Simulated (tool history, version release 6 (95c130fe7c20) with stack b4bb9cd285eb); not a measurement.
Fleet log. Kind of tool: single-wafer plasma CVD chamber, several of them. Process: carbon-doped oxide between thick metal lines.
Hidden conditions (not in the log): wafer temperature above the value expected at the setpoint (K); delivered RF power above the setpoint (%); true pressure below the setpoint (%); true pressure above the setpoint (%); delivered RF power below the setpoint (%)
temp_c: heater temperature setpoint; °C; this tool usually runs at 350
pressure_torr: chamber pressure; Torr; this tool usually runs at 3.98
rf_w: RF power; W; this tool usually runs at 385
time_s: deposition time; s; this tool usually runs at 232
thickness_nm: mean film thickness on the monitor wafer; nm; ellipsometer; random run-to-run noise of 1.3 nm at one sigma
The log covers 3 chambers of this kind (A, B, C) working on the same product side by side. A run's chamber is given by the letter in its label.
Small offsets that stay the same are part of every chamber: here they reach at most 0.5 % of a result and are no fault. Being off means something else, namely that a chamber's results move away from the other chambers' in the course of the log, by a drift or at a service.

run   hour  temp_c  pressure_torr  rf_w  time_s  hours since the last thermocouple change  hours since the last RF generator calibration  hours since the last manometer calibration  read-back reference wafer on the same gauge, thickness_nm  thickness_nm
 1B    6.7     350           3.98   385     232                                     544.3                                          728.4                                      1170.4                                                     1109.1        937.55
 2C     16     350           3.98   385     232                                     448.5                                          613.9                                      1301.4                                                     1109.5        936.15
 3A   21.5     350           3.98   385     232                                     401.3                                          640.6                                       205.5                                                     1109.6        946.33
 4B   26.9     350           3.98   385     232                                     564.5                                          748.6                                      1190.6                                                     1109.6        939.25
 5C   36.3     350           3.98   345     205                                     468.8                                          634.2                                      1321.7                                                     1109.7        761.11
 6A   42.5     350           3.98   345     205                                     422.3                                          661.6                                       226.5                                                     1110.1        766.83
 7A   47.3     350           3.98   345     205                                     427.1                                          666.4                                       231.3                                                     1109.9        768.62
 8B   52.9     350           3.98   385     232                                     590.5                                          774.6                                      1216.6                                                     1110.1        941.02
 9C   62.2     350           3.98   385     232                                     494.7                                          660.1                                      1347.6                                                     1110.5        937.35
10A   72.1     350           3.98   385     232                                     451.9                                          691.2                                       256.1                                                       1111        947.75
11C   78.4     350           3.98   385     232                                     510.9                                          676.3                                      1363.8                                                     1111.1        936.19
      81.7  -- chamber B: capacitance manometer re-zeroed and calibrated
12B   84.4     350           3.98   385     232                                       622                                          806.1                                         2.7                                                     1110.9        938.65
13A   91.2     350            4.7   325     232                                       471                                          710.3                                       275.2                                                     1110.8        852.63
14C   99.4     350            4.7   325     232                                     531.9                                          697.3                                      1384.8                                                     1111.5        847.26
15B  103.8     350            4.7   325     232                                     641.4                                          825.5                                        22.1                                                     1111.5        849.03
16C  113.4     350           3.98   385     232                                     545.9                                          711.3                                      1398.8                                                     1111.3        936.65
17A  121.7     350           3.98   385     232                                     501.5                                          740.8                                       305.7                                                     1111.9        947.86
18B    131     350           3.98   385     207                                     668.6                                          852.7                                        49.3                                                     1112.4        840.53
19C  138.2     350           3.98   385     207                                     570.7                                          736.1                                      1423.6                                                     1111.8         837.5
20B  147.1     350           3.98   385     207                                     684.7                                          868.8                                        65.4                                                     1112.3        840.99
21A  156.7     350           3.98   385     232                                     536.5                                          775.8                                       340.7                                                     1112.6        947.02
22A  163.9     350           3.98   385     232                                     543.7                                            783                                       347.9                                                     1112.6        946.41
23C  173.5     350           3.98   385     232                                       606                                          771.4                                      1458.9                                                     1112.6        940.29
24B  182.7     350           3.98   385     232                                     720.3                                          904.4                                         101                                                     1113.6        941.77
25B  187.6     350           3.98   385     232                                     725.2                                          909.3                                       105.9                                                     1113.6        942.18
26A  194.2     350           3.98   385     232                                       574                                          813.3                                       378.2                                                     1114.1           948
27C  202.9     350           3.98   385     232                                     635.4                                          800.8                                      1488.3                                                     1113.7        940.35
28A  208.3     350           3.98   385     232                                     588.1                                          827.4                                       392.3                                                     1114.1        950.46
29B  215.3     350           3.98   385     232                                     752.9                                            937                                       133.6                                                     1113.8        943.16
30C  221.4     350           3.98   385     232                                     653.9                                          819.3                                      1506.8                                                     1114.1        936.77
31C  228.3     350           3.98   325     232                                     660.8                                          826.2                                      1513.7                                                     1114.2        827.96
32A  233.8     350           3.98   325     232                                     613.6                                          852.9                                       417.8                                                     1114.4        833.54
33B  242.5     350           3.98   325     232                                     780.1                                          964.2                                       160.8                                                     1114.4        829.98
34B  247.1     350           3.98   385     232                                     784.7                                          968.8                                       165.4                                                     1114.9        942.03
35C  255.5     350           3.98   385     232                                       688                                          853.4                                      1540.9                                                     1114.9        940.77
36A  260.8     350           3.98   385     232                                     640.6                                          879.9                                       444.8                                                     1115.2        946.19
37A  265.9     350           3.98   385     232                                     645.7                                            885                                       449.9                                                     1115.5        949.04
38B  270.7     350           3.98   385     232                                     808.3                                          992.4                                         189                                                     1115.2        944.85

Predict what each chamber gives when all 3 of them run the settings below next.
39A  278.1     350           3.98   385     232                                                                                                                                                                                                             ?
39B  278.1     350           3.98   385     232                                                                                                                                                                                                             ?
39C  278.1     350           3.98   385     232                                                                                                                                                                                                             ?

run  thickness_nm
39A        951.28
39B        943.19
39C        944.41
